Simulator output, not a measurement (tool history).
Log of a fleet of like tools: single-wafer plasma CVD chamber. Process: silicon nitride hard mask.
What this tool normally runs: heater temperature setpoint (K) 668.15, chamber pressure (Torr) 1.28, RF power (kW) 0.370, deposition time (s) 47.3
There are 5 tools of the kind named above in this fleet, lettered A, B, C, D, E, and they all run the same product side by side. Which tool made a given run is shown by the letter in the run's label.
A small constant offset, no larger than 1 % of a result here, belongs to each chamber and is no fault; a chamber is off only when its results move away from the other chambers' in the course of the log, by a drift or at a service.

run,hour,heater temperature setpoint (K),chamber pressure (Torr),RF power (kW),deposition time (s),"read-back reference wafer on the same gauge, thickness_nm",mean film thickness on the monitor wafer (Å)
1C,7.9,668.15,1.28,0.370,47.3,64.988,588.30
2D,15.1,668.15,1.28,0.370,47.3,65.000,582.28
3A,23.7,668.15,1.28,0.370,47.3,64.998,578.43
4E,31.1,668.15,1.28,0.370,47.3,65.013,583.50
5B,41.8,668.15,1.28,0.370,47.3,64.999,582.11
# hour 47.0: chamber C: thermocouple changed; heater temperature recalibrated
6C,49.5,668.15,1.28,0.370,47.3,65.005,583.49
7B,62.4,668.15,1.28,0.370,47.3,65.011,578.79
8A,70.8,668.15,1.28,0.370,47.3,65.001,578.88
9D,78.6,668.15,1.28,0.370,47.3,65.022,580.39
10E,87.9,668.15,1.28,0.370,47.3,65.012,578.79
11D,95.1,668.15,1.28,0.370,47.3,65.035,582.52
12A,103.2,668.15,1.28,0.370,47.3,65.017,579.40
13B,110.5,680.15,1.39,0.370,47.3,65.012,591.30
14C,122.2,680.15,1.39,0.370,47.3,65.002,596.96
15E,133.0,680.15,1.39,0.370,47.3,65.033,584.53
16D,140.0,680.15,1.39,0.370,47.3,65.005,594.20
17E,147.4,680.15,1.39,0.370,47.3,65.048,584.13
18B,159.8,668.15,1.28,0.370,47.3,64.988,582.98
# hour 161.7: chamber B: capacitance manometer re-zeroed and calibrated
19C,166.2,681.15,1.28,0.370,47.3,64.982,580.78
20A,172.4,681.15,1.28,0.370,47.3,64.966,574.16
21B,183.0,681.15,1.28,0.370,47.3,64.978,575.54
22D,191.4,681.15,1.28,0.370,47.3,64.962,580.23
23C,199.6,681.15,1.28,0.370,47.3,65.005,583.49
24A,210.2,668.15,1.28,0.370,47.3,64.970,578.52
25E,220.7,668.15,1.28,0.370,47.3,65.005,569.77
26C,232.8,668.15,1.18,0.405,47.3,65.009,602.57
27D,242.8,668.15,1.18,0.405,47.3,64.970,603.18
28A,249.5,668.15,1.18,0.405,47.3,65.024,598.37
29E,258.1,668.15,1.18,0.405,47.3,64.996,584.03
30B,267.4,668.15,1.18,0.405,47.3,65.000,598.08
31A,273.9,668.15,1.28,0.370,47.3,64.954,579.95
32D,282.9,668.15,1.28,0.370,47.3,65.009,582.24
33B,289.7,668.15,1.28,0.370,47.3,64.989,581.10
34C,300.1,668.15,1.28,0.370,47.3,64.982,582.22
35E,307.2,668.15,1.28,0.370,47.3,65.026,564.68
36D,319.4,668.15,1.28,0.370,47.3,64.978,581.42

What goes on in this fleet: one chamber off, a drifting gauge, or nothing beyond the chambers' own small offsets? Name the chamber and the cause, if any.

One chamber, E, drifts off from the rest bit by bit.
Most likely cause: delivered RF power below the setpoint (%) = 5.1.

Here are 4 candidates for chamber E's next run, each the usual settings with a change, their results left as question marks. Which one brings its results back in line with what the others give on the usual settings?
In-line tolerance around the mean of the other chambers on the usual settings: mean film thickness on the monitor wafer (Å) 4.70
37E-1,329.1,668.15,1.31,0.380,49.4,,?
37E-2,329.1,668.15,1.25,0.360,45.2,,?
37E-3,329.1,668.15,1.27,0.365,46.3,,?
37E-4,329.1,668.15,1.29,0.375,48.3,,?

Other chambers, usual settings, mean: mean film thickness on the monitor wafer (Å) 581.77
run,mean film thickness on the monitor wafer (Å)
37E-1,601.66
37E-2,524.78
37E-3,544.80
37E-4,580.71
37E-4 brings the chamber back in line.
